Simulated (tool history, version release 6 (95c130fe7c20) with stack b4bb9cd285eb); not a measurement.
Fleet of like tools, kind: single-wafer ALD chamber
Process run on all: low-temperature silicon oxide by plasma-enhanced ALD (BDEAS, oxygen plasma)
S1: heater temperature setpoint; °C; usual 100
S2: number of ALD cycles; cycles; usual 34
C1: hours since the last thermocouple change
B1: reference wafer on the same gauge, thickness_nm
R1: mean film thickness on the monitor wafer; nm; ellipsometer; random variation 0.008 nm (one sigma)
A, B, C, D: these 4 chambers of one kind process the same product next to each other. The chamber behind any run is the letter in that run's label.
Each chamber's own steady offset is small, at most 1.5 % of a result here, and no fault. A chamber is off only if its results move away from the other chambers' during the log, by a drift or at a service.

Run 1C, hour 7.2: usual settings; C1 743.2; B1 4.738. Result: R1 4.8427 nm.
Run 2D, hour 15.4: usual settings; C1 1139.1; B1 4.7412. Result: R1 4.8623 nm.
Run 3A, hour 22.6: usual settings; C1 296.2; B1 4.7371. Result: R1 4.9031 nm.
Run 4B, hour 27.7: usual settings; C1 288.3; B1 4.7362. Result: R1 4.8549 nm.
Run 5B, hour 34: usual settings; C1 294.6; B1 4.7356. Result: R1 4.8482 nm.
Run 6D, hour 43.6: usual settings; C1 1167.3; B1 4.7323. Result: R1 4.8598 nm.
At hour 47.2: chamber D: thermocouple changed; heater temperature recalibrated.
Run 7C, hour 50.5: usual settings but S1 89 °C, S2 31 cycles; C1 786.5; B1 4.7332. Result: R1 4.5824 nm.
Run 8A, hour 56.8: usual settings but S1 89 °C, S2 31 cycles; C1 330.4; B1 4.7333. Result: R1 4.6619 nm.
Run 9D, hour 63.8: usual settings but S1 89 °C, S2 31 cycles; C1 16.7; B1 4.7335. Result: R1 4.6004 nm.
Run 10A, hour 69.8: usual settings but S1 89 °C, S2 31 cycles; C1 343.4; B1 4.7339. Result: R1 4.6583 nm.
Run 11B, hour 79.1: usual settings; C1 339.7; B1 4.7296. Result: R1 4.841 nm.
Run 12C, hour 90.5: usual settings; C1 826.5; B1 4.7305. Result: R1 4.8276 nm.
Run 13A, hour 101.6: usual settings; C1 375.2; B1 4.7283. Result: R1 4.9067 nm.
Run 14D, hour 110.2: usual settings; C1 63.1; B1 4.7272. Result: R1 4.8442 nm.
Run 15C, hour 121.3: usual settings; C1 857.3; B1 4.7266. Result: R1 4.822 nm.
Run 16B, hour 132.5: usual settings; C1 393.1; B1 4.7247. Result: R1 4.8429 nm.
Run 17A, hour 141.8: usual settings but S1 105 °C; C1 415.4; B1 4.7231. Result: R1 4.8599 nm.
Run 18B, hour 153.3: usual settings but S1 105 °C; C1 413.9; B1 4.7212. Result: R1 4.8054 nm.
Run 19D, hour 164.4: usual settings but S1 105 °C; C1 117.3; B1 4.7196. Result: R1 4.7857 nm.
Run 20C, hour 171.1: usual settings but S1 105 °C; C1 907.1; B1 4.7203. Result: R1 4.7759 nm.
Run 21C, hour 181.7: usual settings but S1 94 °C; C1 917.7; B1 4.7194. Result: R1 4.9094 nm.
Run 22A, hour 191.1: usual settings but S1 94 °C; C1 464.7; B1 4.7187. Result: R1 4.9946 nm.
Run 23D, hour 199.6: usual settings but S1 94 °C; C1 152.5; B1 4.7151. Result: R1 4.9584 nm.
Run 24B, hour 207: usual settings but S1 94 °C; C1 467.6; B1 4.7159. Result: R1 4.9392 nm.
Run 25B, hour 212.8: usual settings; C1 473.4; B1 4.7155. Result: R1 4.8427 nm.
Run 26C, hour 221.7: usual settings; C1 957.7; B1 4.7158. Result: R1 4.8105 nm.
Run 27D, hour 231: usual settings; C1 183.9; B1 4.7143. Result: R1 4.8363 nm.
Run 28A, hour 240: usual settings; C1 513.6; B1 4.7135. Result: R1 4.8833 nm.
Run 29B, hour 250.6: usual settings but S2 28 cycles; C1 511.2; B1 4.7121. Result: R1 3.9826 nm.
Run 30A, hour 261.5: usual settings but S2 28 cycles; C1 535.1; B1 4.7079. Result: R1 4.0273 nm.
Run 31C, hour 267.8: usual settings but S2 28 cycles; C1 1003.8; B1 4.7075. Result: R1 3.9659 nm.

Next, all 4 chambers run the settings below, one line each with question marks for the results. What does each chamber give?
Run 32A, hour 276.3: usual settings. Result: R1 ?.
Run 32B, hour 276.3: usual settings. Result: R1 ?.
Run 32C, hour 276.3: usual settings. Result: R1 ?.
Run 32D, hour 276.3: usual settings. Result: R1 ?.

run      R1
32A  4.8765
32B  4.8213
32C  4.8049
32D   4.842
